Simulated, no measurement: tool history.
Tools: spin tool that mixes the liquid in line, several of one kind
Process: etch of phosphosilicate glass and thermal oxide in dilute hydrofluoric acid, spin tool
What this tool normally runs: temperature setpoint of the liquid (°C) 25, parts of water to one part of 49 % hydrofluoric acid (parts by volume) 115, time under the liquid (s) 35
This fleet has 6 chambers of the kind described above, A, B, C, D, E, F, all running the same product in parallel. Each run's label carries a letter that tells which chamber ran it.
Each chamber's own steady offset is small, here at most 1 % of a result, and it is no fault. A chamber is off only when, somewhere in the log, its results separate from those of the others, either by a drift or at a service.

run   hour  temperature setpoint of the liquid (°C)  parts of water to one part of 49 % hydrofluoric acid (parts by volume)  time under the liquid (s)  read-back film thickness of the phosphosilicate glass reference wafer, read on the same gauge (nm)  read-back film thickness of the thermal oxide reference wafer, read on the same gauge (nm)  thickness taken off the phosphosilicate glass on a monitor wafer (angstrom)  thickness taken off the thermal oxide on a monitor wafer (angstrom)
 1D    2.1                                       25                                                                     115                         35                                                                                              49.988                                                                                      119.99                                                                       295.66                                                               14.782
 2A    5.9                                       25                                                                     115                         35                                                                                              50.008                                                                                      120.01                                                                       293.79                                                               14.297
 3C    7.9                                       25                                                                     115                         35                                                                                              49.991                                                                                         120                                                                       291.34                                                               14.809
 4E   10.5                                       25                                                                     115                         35                                                                                              50.015                                                                                      120.01                                                                       297.09                                                               13.635
 5F   13.9                                       25                                                                     115                         35                                                                                              49.958                                                                                         120                                                                        290.9                                                               14.314
 6B   17.7                                       25                                                                     115                         35                                                                                              50.029                                                                                      119.98                                                                       289.62                                                               15.065
 7A   20.5                                       25                                                                     115                         35                                                                                              50.005                                                                                         120                                                                        288.4                                                               14.638
 8D   23.6                                       25                                                                     115                         35                                                                                              49.995                                                                                      119.98                                                                        293.7                                                                13.95
 9E   26.2                                       25                                                                     115                         25                                                                                              49.987                                                                                      120.01                                                                       213.11                                                               10.328
10C   29.1                                       25                                                                     115                         25                                                                                              50.022                                                                                      120.01                                                                       212.46                                                               10.389
11F   33.1                                       25                                                                     115                         25                                                                                              49.981                                                                                      119.97                                                                       209.47                                                               10.575
12B   36.9                                       25                                                                     115                         25                                                                                              50.015                                                                                      119.99                                                                       205.74                                                               10.476
13F   39.6                                       25                                                                     115                         25                                                                                              50.022                                                                                      119.99                                                                       208.82                                                               10.978
14C   42.6                                       25                                                                     115                         25                                                                                               50.01                                                                                      119.98                                                                       209.69                                                               10.625
15A   46.2                                       25                                                                     115                         35                                                                                              50.021                                                                                      119.99                                                                       291.49                                                               14.138
16B   50.5                                       25                                                                      95                         20                                                                                              49.978                                                                                         120                                                                       208.07                                                               10.244
17E   54.6                                       25                                                                      95                         20                                                                                              49.982                                                                                      119.99                                                                        211.8                                                               10.389
18D   57.2                                       25                                                                      95                         20                                                                                              50.013                                                                                      120.01                                                                        206.8                                                               10.695
      59.1  -- chamber D: thermometer replaced
19F   59.8                                       25                                                                      95                         20                                                                                               50.02                                                                                      119.99                                                                       210.44                                                               10.508
20B   63.3                                       25                                                                      95                         20                                                                                              50.032                                                                                      119.99                                                                       206.38                                                               9.9606
21D     66                                       25                                                                      95                         20                                                                                              50.018                                                                                         120                                                                       208.57                                                               10.359
22A     70                                       25                                                                     115                         35                                                                                              50.033                                                                                      119.99                                                                        294.7                                                               14.398
23E   72.8                                       25                                                                     115                         35                                                                                              49.958                                                                                         120                                                                       294.22                                                               14.421
24C     77                                       25                                                                      75                         35                                                                                              49.971                                                                                         120                                                                       478.62                                                               23.157
25C   79.4                                       25                                                                      75                         35                                                                                              50.004                                                                                      120.01                                                                       474.76                                                               22.335
26B   81.4                                       25                                                                      75                         35                                                                                              50.013                                                                                      120.01                                                                       474.65                                                               23.635
27A   83.4                                       25                                                                      75                         35                                                                                              50.007                                                                                      120.02                                                                       472.62                                                               22.474
28D   85.5                                       25                                                                      75                         35                                                                                              49.992                                                                                         120                                                                        484.6                                                               23.316
29F   88.5                                       25                                                                      75                         35                                                                                              50.034                                                                                      119.99                                                                       479.38                                                               23.753
30E   92.5                                       25                                                                     115                         35                                                                                               50.05                                                                                      119.99                                                                       294.77                                                               14.551
31C   94.6                                       25                                                                     115                         35                                                                                              49.988                                                                                      120.02                                                                       292.26                                                               14.677
      94.7  -- chamber C: thermometer replaced
32A   97.7                                       25                                                                     115                         35                                                                                              49.991                                                                                         120                                                                       290.24                                                               14.696
33D  101.9                                       25                                                                     115                         35                                                                                              50.012                                                                                         120                                                                       294.23                                                                14.57
34B  104.8                                       25                                                                     115                         35                                                                                              50.005                                                                                         120                                                                       291.24                                                               14.716
35F  108.4                                       25                                                                     115                         35                                                                                              49.971                                                                                      119.98                                                                       294.54                                                               14.625
36E  111.5                                       25                                                                     115                         35                                                                                              49.998                                                                                      119.99                                                                       298.03                                                                14.54
37B  115.4                                       21                                                                     115                         25                                                                                              49.976                                                                                      119.99                                                                       177.97                                                               9.1269
38A  119.5                                       21                                                                     115                         25                                                                                              50.042                                                                                      119.99                                                                       180.22                                                               9.0175
39F  121.5                                       21                                                                     115                         25                                                                                              49.975                                                                                      120.01                                                                       179.53                                                               9.1377
40C  123.6                                       21                                                                     115                         25                                                                                              50.019                                                                                         120                                                                       182.14                                                               9.1129
41D  127.6                                       21                                                                     115                         25                                                                                              49.986                                                                                      120.02                                                                       179.32                                                               8.8445
42E  130.9                                       21                                                                     115                         25                                                                                              49.997                                                                                         120                                                                          182                                                               8.9651
43D  134.6                                       25                                                                     115                         35                                                                                              50.001                                                                                      119.98                                                                       293.34                                                               14.805
44F  137.6                                       25                                                                     115                         35                                                                                              50.056                                                                                      119.99                                                                       295.35                                                                 15.4

Predict what each chamber gives when all 6 of them run the settings below next.
45A  140.8                                     20.5                                                                     115                         35                                                                                                                                                                                                                                                                            ?                                                                    ?
45B  140.8                                     20.5                                                                     115                         35                                                                                                                                                                                                                                                                            ?                                                                    ?
45C  140.8                                     20.5                                                                     115                         35                                                                                                                                                                                                                                                                            ?                                                                    ?
45D  140.8                                     20.5                                                                     115                         35                                                                                                                                                                                                                                                                            ?                                                                    ?
45E  140.8                                     20.5                                                                     115                         35                                                                                                                                                                                                                                                                            ?                                                                    ?
45F  140.8                                     20.5                                                                     115                         35                                                                                                                                                                                                                                                                            ?                                                                    ?

run  thickness taken off the phosphosilicate glass on a monitor wafer (angstrom)  thickness taken off the thermal oxide on a monitor wafer (angstrom)
45A                                                                       244.57                                                               12.317
45B                                                                       244.41                                                               12.196
45C                                                                       246.67                                                               12.097
45D                                                                        243.2                                                                11.88
45E                                                                       249.72                                                               12.436
45F                                                                       246.89                                                               12.219
